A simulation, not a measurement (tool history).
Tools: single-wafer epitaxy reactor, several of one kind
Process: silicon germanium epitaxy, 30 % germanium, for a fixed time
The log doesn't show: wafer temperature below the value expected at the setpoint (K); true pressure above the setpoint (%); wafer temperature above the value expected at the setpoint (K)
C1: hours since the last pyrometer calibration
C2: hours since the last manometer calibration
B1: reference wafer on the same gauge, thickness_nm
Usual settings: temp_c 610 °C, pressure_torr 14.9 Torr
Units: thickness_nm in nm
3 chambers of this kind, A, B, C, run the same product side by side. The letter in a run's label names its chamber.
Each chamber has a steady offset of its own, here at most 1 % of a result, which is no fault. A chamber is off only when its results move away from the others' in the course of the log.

run 1A hour=16 | temp_c=610 pressure_torr=14.9 | C1=617.1 C2=1786.1 | B1=55.018 | thickness_nm=63.115
run 2B hour=28.8 | temp_c=610 pressure_torr=14.9 | C1=1318.6 C2=792.1 | B1=54.944 | thickness_nm=62.878
run 3C hour=37.9 | temp_c=610 pressure_torr=14.9 | C1=1900.2 C2=1403 | B1=54.969 | thickness_nm=63.277
run 4A hour=52.7 | temp_c=610 pressure_torr=14.9 | C1=653.8 C2=1822.8 | B1=55.001 | thickness_nm=62.94
run 5C hour=65.8 | temp_c=610 pressure_torr=14.9 | C1=1928.1 C2=1430.9 | B1=54.993 | thickness_nm=62.981
run 6B hour=78.9 | temp_c=610 pressure_torr=17.9 | C1=1368.7 C2=842.2 | B1=54.983 | thickness_nm=67.049
run 7C hour=88.9 | temp_c=610 pressure_torr=17.9 | C1=1951.2 C2=1454 | B1=55.07 | thickness_nm=67.34
run 8B hour=100.9 | temp_c=610 pressure_torr=17.9 | C1=1390.7 C2=864.2 | B1=55.009 | thickness_nm=67.255
run 9A hour=114 | temp_c=623 pressure_torr=18.1 | C1=715.1 C2=1884.1 | B1=55.008 | thickness_nm=85.933
run 10C hour=121.2 | temp_c=623 pressure_torr=18.1 | C1=1983.5 C2=1486.3 | B1=54.937 | thickness_nm=85.103
run 11B hour=136.6 | temp_c=623 pressure_torr=18.1 | C1=1426.4 C2=899.9 | B1=55 | thickness_nm=84.871
run 12A hour=151.2 | temp_c=610 pressure_torr=14.9 | C1=752.3 C2=1921.3 | B1=55.078 | thickness_nm=62.932
-- hour=157.1 chamber B: pyrometer calibrated
run 13A hour=161.6 | temp_c=610 pressure_torr=14.9 | C1=762.7 C2=1931.7 | B1=55.082 | thickness_nm=62.813
run 14C hour=174.3 | temp_c=610 pressure_torr=14.9 | C1=2036.6 C2=1539.4 | B1=55.015 | thickness_nm=63.213
-- hour=177.3 chamber C: capacitance manometer re-zeroed and calibrated
run 15B hour=187.9 | temp_c=610 pressure_torr=14.9 | C1=30.8 C2=951.2 | B1=54.949 | thickness_nm=62.265
run 16C hour=195.3 | temp_c=610 pressure_torr=14.9 | C1=2057.6 C2=18 | B1=54.963 | thickness_nm=63.035
run 17B hour=210.9 | temp_c=610 pressure_torr=14.9 | C1=53.8 C2=974.2 | B1=55.045 | thickness_nm=62.851
run 18A hour=219.3 | temp_c=610 pressure_torr=14.9 | C1=820.4 C2=1989.4 | B1=55.009 | thickness_nm=63.021
run 19C hour=228.3 | temp_c=610 pressure_torr=14.9 | C1=2090.6 C2=51 | B1=55.04 | thickness_nm=62.962
run 20B hour=236.3 | temp_c=618 pressure_torr=18.3 | C1=79.2 C2=999.6 | B1=54.973 | thickness_nm=78.341
run 21A hour=248.6 | temp_c=618 pressure_torr=18.3 | C1=849.7 C2=2018.7 | B1=54.964 | thickness_nm=79.094
run 22A hour=260.2 | temp_c=618 pressure_torr=18.3 | C1=861.3 C2=2030.3 | B1=55.049 | thickness_nm=78.263
run 23B hour=269.4 | temp_c=610 pressure_torr=14.9 | C1=112.3 C2=1032.7 | B1=55.031 | thickness_nm=62.424
run 24C hour=284.3 | temp_c=610 pressure_torr=14.9 | C1=2146.6 C2=107 | B1=55.021 | thickness_nm=62.557
run 25C hour=295.9 | temp_c=610 pressure_torr=14.9 | C1=2158.2 C2=118.6 | B1=54.963 | thickness_nm=62.804
run 26A hour=307.7 | temp_c=610 pressure_torr=14.9 | C1=908.8 C2=2077.8 | B1=54.978 | thickness_nm=62.756
run 27B hour=320.4 | temp_c=605 pressure_torr=12.7 | C1=163.3 C2=1083.7 | B1=55.025 | thickness_nm=53.631
run 28A hour=335.4 | temp_c=605 pressure_torr=12.7 | C1=936.5 C2=2105.5 | B1=54.945 | thickness_nm=54.287
run 29C hour=346.6 | temp_c=605 pressure_torr=12.7 | C1=2208.9 C2=169.3 | B1=54.967 | thickness_nm=53.894
run 30B hour=359 | temp_c=610 pressure_torr=14.9 | C1=201.9 C2=1122.3 | B1=55.034 | thickness_nm=62.633
run 31A hour=366.1 | temp_c=610 pressure_torr=14.9 | C1=967.2 C2=2136.2 | B1=55.015 | thickness_nm=62.909
run 32C hour=381.1 | temp_c=610 pressure_torr=14.9 | C1=2243.4 C2=203.8 | B1=55.027 | thickness_nm=63.039
run 33B hour=392.1 | temp_c=601 pressure_torr=14.9 | C1=235 C2=1155.4 | B1=55.014 | thickness_nm=52.998
-- hour=392.9 chamber C: pyrometer calibrated
run 34A hour=400.5 | temp_c=601 pressure_torr=14.9 | C1=1001.6 C2=2170.6 | B1=55.023 | thickness_nm=53.398
run 35C hour=413.3 | temp_c=601 pressure_torr=14.9 | C1=20.4 C2=236 | B1=55.078 | thickness_nm=53.245
run 36B hour=425.5 | temp_c=610 pressure_torr=14.9 | C1=268.4 C2=1188.8 | B1=54.98 | thickness_nm=62.409
run 37B hour=437.2 | temp_c=624 pressure_torr=12.9 | C1=280.1 C2=1200.5 | B1=55.039 | thickness_nm=75.604
run 38A hour=447.4 | temp_c=624 pressure_torr=12.9 | C1=1048.5 C2=2217.5 | B1=55.042 | thickness_nm=75.808
run 39C hour=461.7 | temp_c=624 pressure_torr=12.9 | C1=68.8 C2=284.4 | B1=55.01 | thickness_nm=75.34
run 40B hour=471.6 | temp_c=610 pressure_torr=14.9 | C1=314.5 C2=1234.9 | B1=55 | thickness_nm=62.422
run 41C hour=482.7 | temp_c=610 pressure_torr=14.9 | C1=89.8 C2=305.4 | B1=54.974 | thickness_nm=62.386
run 42A hour=493.1 | temp_c=610 pressure_torr=14.9 | C1=1094.2 C2=2263.2 | B1=55.023 | thickness_nm=62.961
run 43C hour=502.1 | temp_c=610 pressure_torr=14.9 | C1=109.2 C2=324.8 | B1=54.994 | thickness_nm=62.825
run 44B hour=511.9 | temp_c=610 pressure_torr=14.9 | C1=354.8 C2=1275.2 | B1=55.025 | thickness_nm=62.15

Next, every chamber runs the same settings. What will each give?
run 45A hour=523.6 | temp_c=610 pressure_torr=14.9 | thickness_nm=?
run 45B hour=523.6 | temp_c=610 pressure_torr=14.9 | thickness_nm=?
run 45C hour=523.6 | temp_c=610 pressure_torr=14.9 | thickness_nm=?

run=45A thickness_nm=62.673
run=45B thickness_nm=62.731
run=45C thickness_nm=62.846
